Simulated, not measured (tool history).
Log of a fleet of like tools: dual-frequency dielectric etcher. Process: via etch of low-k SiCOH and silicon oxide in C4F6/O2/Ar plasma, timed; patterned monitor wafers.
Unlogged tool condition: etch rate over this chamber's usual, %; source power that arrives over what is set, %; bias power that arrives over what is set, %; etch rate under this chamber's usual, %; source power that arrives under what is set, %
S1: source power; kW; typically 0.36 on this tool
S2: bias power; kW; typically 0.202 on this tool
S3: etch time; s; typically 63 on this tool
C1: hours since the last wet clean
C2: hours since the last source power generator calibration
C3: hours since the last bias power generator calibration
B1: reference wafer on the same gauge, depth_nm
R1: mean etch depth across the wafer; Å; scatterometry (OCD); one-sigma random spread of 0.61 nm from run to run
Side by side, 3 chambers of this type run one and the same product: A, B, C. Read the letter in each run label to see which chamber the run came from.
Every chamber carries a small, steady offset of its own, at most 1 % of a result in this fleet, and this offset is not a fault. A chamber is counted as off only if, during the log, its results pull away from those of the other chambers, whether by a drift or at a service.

run   hour    S1     S2    S3     C1      C2      C3      B1      R1
 1A      7  0.36  0.202    63  399.3  2629.1   227.1  181.93  1641.2
 2C     12  0.36  0.202    63    161  2505.3  3272.4  181.87  1623.9
      12.8  -- chamber A: wet clean of the chamber
 3B   20.1  0.36  0.202    63  164.5    1239  2090.7  182.09  1640.8
 4A   26.9  0.36  0.202    63   14.1    2649     247  182.09    1650
 5C   34.6  0.36  0.202    63  183.6  2527.9    3295  181.87  1609.8
 6B   40.1  0.36  0.219    63  184.5    1259  2110.7  181.93  1675.9
 7B   48.7  0.36  0.219    63  193.1  1267.6  2119.3  181.95  1675.5
 8C   54.1  0.36  0.219    63  203.1  2547.4  3314.5  181.98  1667.9
 9A   61.1  0.36  0.202    63   48.3  2683.2   281.2     182  1646.5
10A   67.3  0.39  0.202  53.5   54.5  2689.4   287.4  182.04    1434
11C   73.5  0.39  0.202  53.5  222.5  2566.8  3333.9  182.06  1421.6
12B   80.3  0.39  0.202  53.5  224.7  1299.2  2150.9  181.91  1429.7
13C   86.9  0.36  0.202    63  235.9  2580.2  3347.3  181.86  1603.3
14B   91.5  0.36  0.202    55  235.9  1310.4  2162.1  182.27  1434.1
15A   95.5  0.36  0.202    55   82.7  2717.6   315.6  182.02  1433.9
16A  100.8  0.36  0.202    55     88  2722.9   320.9     182  1427.4
17B  106.1   0.3  0.169    63  250.5    1325  2176.7  181.96  1449.3
18C  110.6   0.3  0.169    63  259.6  2603.9    3371   181.9  1401.1
19B  117.1   0.3  0.169    63  261.5    1336  2187.7  182.02  1436.3
20C  126.2  0.36  0.202    63  275.2  2619.5  3386.6  182.22  1589.8
21A  133.4  0.36  0.202    63  120.6  2755.5   353.5  182.02    1639
22B  138.7  0.36  0.227    57  283.1  1357.6  2209.3  181.92  1536.1
23C  143.8  0.36  0.227    57  292.8  2637.1  3404.2  181.91  1492.4
24A  151.3  0.36  0.227    57  138.5  2773.4   371.4  181.97  1552.8
25A  156.7  0.36  0.202    63  143.9  2778.8   376.8  182.06  1641.7
26B    165  0.36  0.202    63  309.4  1383.9  2235.6   181.8  1645.8
27C  172.6  0.36  0.202    63  321.6  2665.9    3433  182.02  1570.9
28C    179  0.36  0.202    63    328  2672.3  3439.4  182.08  1581.7
29A  183.9  0.36  0.202    63  171.1    2806     404     182  1642.5
30B  188.5  0.36  0.202    63  332.9  1407.4  2259.1  182.06  1639.7
31B  192.7  0.36  0.202    63  337.1  1411.6  2263.3  182.07  1642.4
32C  199.4  0.36  0.202    63  348.4  2692.7  3459.8  181.96  1567.5
33A  205.5  0.36  0.202    63  192.7  2827.6   425.6  182.21  1652.2
34C  213.8  0.36  0.202    63  362.8  2707.1  3474.2   182.2  1559.7
35B  220.4  0.36  0.202    63  364.8  1439.3    2291  181.96  1641.7
36A  224.9  0.36  0.202    63  212.1    2847     445  181.98    1645
37B  233.9  0.36  0.202    63  378.3  1452.8  2304.5  181.87  1640.7
38A    238  0.36  0.202    63  225.2  2860.1   458.1     182  1647.8
39C  244.9  0.33  0.202    63  393.9  2738.2  3505.3  181.81  1499.4
40C  253.7  0.33  0.202    63  402.7    2747  3514.1  181.88  1497.5
41A  258.1  0.33  0.202    63  245.3  2880.2   478.2  181.96  1602.9

Decide between three cases: one chamber stands off from its peers, the gauge reading all wafers drifts, or nothing is wrong past each chamber's small offset. Where a chamber is off, say which and what most likely put it there.

Chamber C drifts away from the others.
Most likely cause: etch rate under this chamber's usual, % = 4.79.

Chamber C could run next with any of the 4 candidate recipes listed below; each alters the usual settings, and their results appear as question marks. Which one brings its results back in line with what the other chambers deliver on the usual settings?
Maximum distance from the other chambers' mean on the usual settings for a result to count as in line: R1 21 Å
42C-1  264.7  0.36  0.202  59                   ?
42C-2  264.7  0.49  0.202  63                   ?
42C-3  264.7   0.4  0.219  63                   ?
42C-4  264.7  0.35  0.198  57                   ?

Usual-settings mean across the other chambers: R1 1643.1 Å
  run      R1
42C-1    1440
42C-2  1731.2
42C-3  1644.2
42C-4  1367.2
It is 42C-3 that realigns the chamber with its peers.
